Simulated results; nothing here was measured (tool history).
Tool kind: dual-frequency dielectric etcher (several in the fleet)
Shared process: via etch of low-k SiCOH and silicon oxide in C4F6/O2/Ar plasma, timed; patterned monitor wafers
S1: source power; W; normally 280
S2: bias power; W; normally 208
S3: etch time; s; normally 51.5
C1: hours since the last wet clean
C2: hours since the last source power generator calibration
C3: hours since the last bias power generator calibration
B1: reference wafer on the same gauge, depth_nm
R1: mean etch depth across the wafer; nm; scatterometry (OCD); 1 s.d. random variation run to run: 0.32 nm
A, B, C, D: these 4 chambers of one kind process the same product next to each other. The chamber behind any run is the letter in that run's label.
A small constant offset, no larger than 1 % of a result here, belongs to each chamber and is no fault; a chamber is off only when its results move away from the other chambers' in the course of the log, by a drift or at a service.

run,hour,S1,S2,S3,C1,C2,C3,B1,R1
# hour 6.2: chamber C: source power generator calibrated
1C,7.9,280,208,51.5,374.4,1.7,1781,108.02,112.12
2A,19.6,280,208,51.5,358.6,47.9,4021.7,108.06,112.37
3D,33.1,280,208,51.5,254.2,3265.8,1043.2,108.03,111.48
4B,40.1,280,208,51.5,253.9,2175.8,1864.6,108,111.46
5C,54.8,280,208,51.5,421.3,48.6,1827.9,108.01,111.37
6D,70,280,208,51.5,291.1,3302.7,1080.1,107.99,111.96
# hour 75.2: chamber C: wet clean of the chamber
7A,84.5,280,208,51.5,423.5,112.8,4086.6,108,112.16
8B,96.4,280,208,51.5,310.2,2232.1,1920.9,108.05,111.21
9B,106.1,280,208,51.5,319.9,2241.8,1930.6,108.01,110.66
10A,113.6,280,208,51.5,452.6,141.9,4115.7,107.93,111.52
11D,122.6,280,208,51.5,343.7,3355.3,1132.7,107.94,111.74
12C,137.1,280,208,51.5,61.9,130.9,1910.2,108.07,111.45
13A,149.6,330,234,51.5,488.6,177.9,4151.7,108,124.72
14C,157.6,330,234,51.5,82.4,151.4,1930.7,108,123.69
# hour 163.9: chamber A: wet clean of the chamber
15B,165.1,330,234,51.5,378.9,2300.8,1989.6,107.99,123.07
# hour 165.2: chamber D: wet clean of the chamber
# hour 173.1: chamber B: source power generator calibrated
16D,174.9,330,234,51.5,9.8,3407.6,1185,107.92,123.11
# hour 181: chamber C: bias power generator calibrated
17B,189.1,280,208,51.5,402.9,16,2013.6,107.95,110.72
# hour 190.4: chamber B: wet clean of the chamber
18C,201.1,280,248,51.5,125.9,194.9,20.2,107.94,117.59
19A,209.8,280,248,51.5,46,238.1,4211.9,107.99,118.92
20D,216.8,280,248,51.5,51.7,3449.5,1226.9,108.01,118.06
# hour 225.9: chamber A: bias power generator calibrated
21A,232.9,280,248,51.5,69.1,261.2,7.1,108.02,119.12
22C,247,280,175,51.5,171.8,240.8,66.1,108.02,105.05
23D,261.2,280,175,51.5,96.1,3493.9,1271.3,107.95,104.89
24B,274.4,280,175,51.5,84,101.3,2098.9,108.04,102.72
25D,287.7,280,175,51.5,122.6,3520.4,1297.8,107.97,105.13
26A,295.6,280,208,51.5,131.8,323.9,69.8,108,111.92
27C,310.6,280,208,51.5,235.4,304.4,129.7,107.95,111.46
28B,322.2,280,208,51.5,131.8,149.1,2146.7,108.06,109.31
29B,329.2,230,208,51.5,138.8,156.1,2153.7,107.99,101.96
# hour 332.6: chamber D: source power generator calibrated
30C,338.9,230,208,51.5,263.7,332.7,158,107.95,103.85
31D,348.6,230,208,51.5,183.5,16,1358.7,107.92,104.01
32A,357.7,230,208,51.5,193.9,386,131.9,108.03,104
33A,370.2,280,208,51.5,206.4,398.5,144.4,108,112.13
34B,378.8,280,208,51.5,188.4,205.7,2203.3,107.94,108.51
35C,393.9,280,208,51.5,318.7,387.7,213,108,111.75
36D,405.4,280,208,51.5,240.3,72.8,1415.5,107.95,112.2

Does one chamber stand apart from the rest, does the shared gauge drift, or is all well apart from small per-chamber offsets? Give the chamber and the most likely cause, where there is one.

After it was serviced, chamber B no longer matches the other chambers.
What lies behind it: etch rate under this chamber's usual, % = 1.78.

Chamber B could run next with any of the 4 candidate recipes listed below; each alters the usual settings, and their results appear as question marks. Which one brings its results back in line with what the other chambers deliver on the usual settings?
Allowed miss from the other chambers' usual-settings mean, per result, to count as in line: R1 1.1 nm
37B-1,417,280,208,53,,,,,?
37B-2,417,270,201,51.5,,,,,?
37B-3,417,280,206,49.5,,,,,?
37B-4,417,280,235,51.5,,,,,?

On the usual settings, the other chambers give on average: R1 111.74 nm
run,R1
37B-1,112.23
37B-2,106.32
37B-3,104.48
37B-4,113.67
With 37B-1, the chamber falls back in line with the rest.

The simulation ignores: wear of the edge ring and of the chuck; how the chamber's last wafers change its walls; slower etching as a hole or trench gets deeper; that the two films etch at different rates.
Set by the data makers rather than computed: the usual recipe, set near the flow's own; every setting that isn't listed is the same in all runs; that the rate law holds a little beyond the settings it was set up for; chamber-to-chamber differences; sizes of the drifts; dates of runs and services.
